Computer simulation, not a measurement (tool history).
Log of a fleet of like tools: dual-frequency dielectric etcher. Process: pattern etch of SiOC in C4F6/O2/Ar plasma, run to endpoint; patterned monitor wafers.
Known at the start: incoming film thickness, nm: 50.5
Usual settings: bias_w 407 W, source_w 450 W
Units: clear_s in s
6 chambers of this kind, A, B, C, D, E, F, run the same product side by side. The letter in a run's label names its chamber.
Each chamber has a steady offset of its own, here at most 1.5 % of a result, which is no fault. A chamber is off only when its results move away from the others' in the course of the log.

| run | hour | bias_w | source_w | clear_s |
|---|---|---|---|---|
| 1C | 13.0 | 407 | 450 | 17.684 |
| 2F | 23.3 | 407 | 450 | 17.526 |
|  | 32.1 | chamber B: wet clean of the chamber |
| 3A | 33.1 | 407 | 450 | 17.621 |
| 4B | 48.9 | 407 | 450 | 17.652 |
| 5D | 57.4 | 407 | 450 | 17.602 |
| 6E | 65.2 | 407 | 450 | 17.608 |
| 7F | 72.9 | 407 | 450 | 17.569 |
|  | 81.8 | chamber E: source power generator calibrated |
| 8D | 87.0 | 485 | 410 | 16.917 |
| 9A | 98.4 | 485 | 410 | 17.083 |
| 10C | 113.5 | 485 | 410 | 17.226 |
| 11B | 121.6 | 485 | 410 | 17.167 |
| 12E | 137.5 | 485 | 410 | 17.141 |
|  | 149.2 | chamber C: source power generator calibrated |
| 13F | 151.2 | 485 | 410 | 16.999 |
| 14E | 165.2 | 407 | 450 | 17.681 |
| 15A | 172.4 | 407 | 450 | 17.529 |
| 16C | 181.9 | 462 | 550 | 15.762 |
| 17D | 198.0 | 462 | 550 | 15.217 |
| 18B | 208.8 | 462 | 550 | 15.687 |
| 19F | 217.3 | 462 | 550 | 15.547 |
| 20E | 229.2 | 462 | 550 | 15.573 |
| 21A | 245.0 | 462 | 550 | 15.601 |
| 22C | 257.8 | 407 | 450 | 17.688 |
| 23B | 270.9 | 407 | 450 | 17.674 |
| 24D | 282.8 | 407 | 450 | 16.996 |
| 25B | 292.7 | 407 | 450 | 17.688 |
|  | 299.4 | chamber F: wet clean of the chamber |
| 26E | 302.2 | 324 | 560 | 17.417 |
|  | 306.0 | chamber E: bias power generator calibrated |
| 27F | 309.4 | 324 | 560 | 17.503 |
|  | 320.1 | chamber A: wet clean of the chamber |
| 28D | 321.6 | 324 | 560 | 16.857 |
| 29A | 329.7 | 324 | 560 | 17.566 |
|  | 342.3 | chamber C: wet clean of the chamber |
| 30C | 344.1 | 324 | 560 | 17.702 |
| 31F | 355.4 | 324 | 560 | 17.360 |
|  | 364.3 | chamber E: wet clean of the chamber |
| 32A | 367.0 | 407 | 450 | 17.615 |
| 33C | 378.5 | 407 | 450 | 17.720 |
| 34D | 388.3 | 407 | 450 | 16.739 |
| 35E | 395.4 | 407 | 450 | 17.572 |
| 36B | 409.2 | 407 | 450 | 17.747 |

Is one chamber off against the others, does the gauge drift, or is nothing wrong? If a chamber is off, say which, and what the likeliest cause is.

Chamber D drifts away from the others.
Cause: etch rate over this chamber's usual, % = 5.21.

Here are 4 candidates for chamber D's next run, each the usual settings with a change, their results left as question marks. Which one brings its results back in line with what the others give on the usual settings?
In line means no further than this from the other chambers' mean on the usual settings: clear_s 0.240 s
| 37D-1 | 420.7 | 350 | 450 | ? |
| 37D-2 | 420.7 | 435 | 480 | ? |
| 37D-3 | 420.7 | 434 | 450 | ? |
| 37D-4 | 420.7 | 394 | 440 | ? |

The other chambers' mean on the usual settings: clear_s 17.609 s
| run | clear_s |
|---|---|
| 37D-1 | 17.723 |
| 37D-2 | 15.985 |
| 37D-3 | 16.392 |
| 37D-4 | 17.128 |
37D-1 brings the chamber back in line.

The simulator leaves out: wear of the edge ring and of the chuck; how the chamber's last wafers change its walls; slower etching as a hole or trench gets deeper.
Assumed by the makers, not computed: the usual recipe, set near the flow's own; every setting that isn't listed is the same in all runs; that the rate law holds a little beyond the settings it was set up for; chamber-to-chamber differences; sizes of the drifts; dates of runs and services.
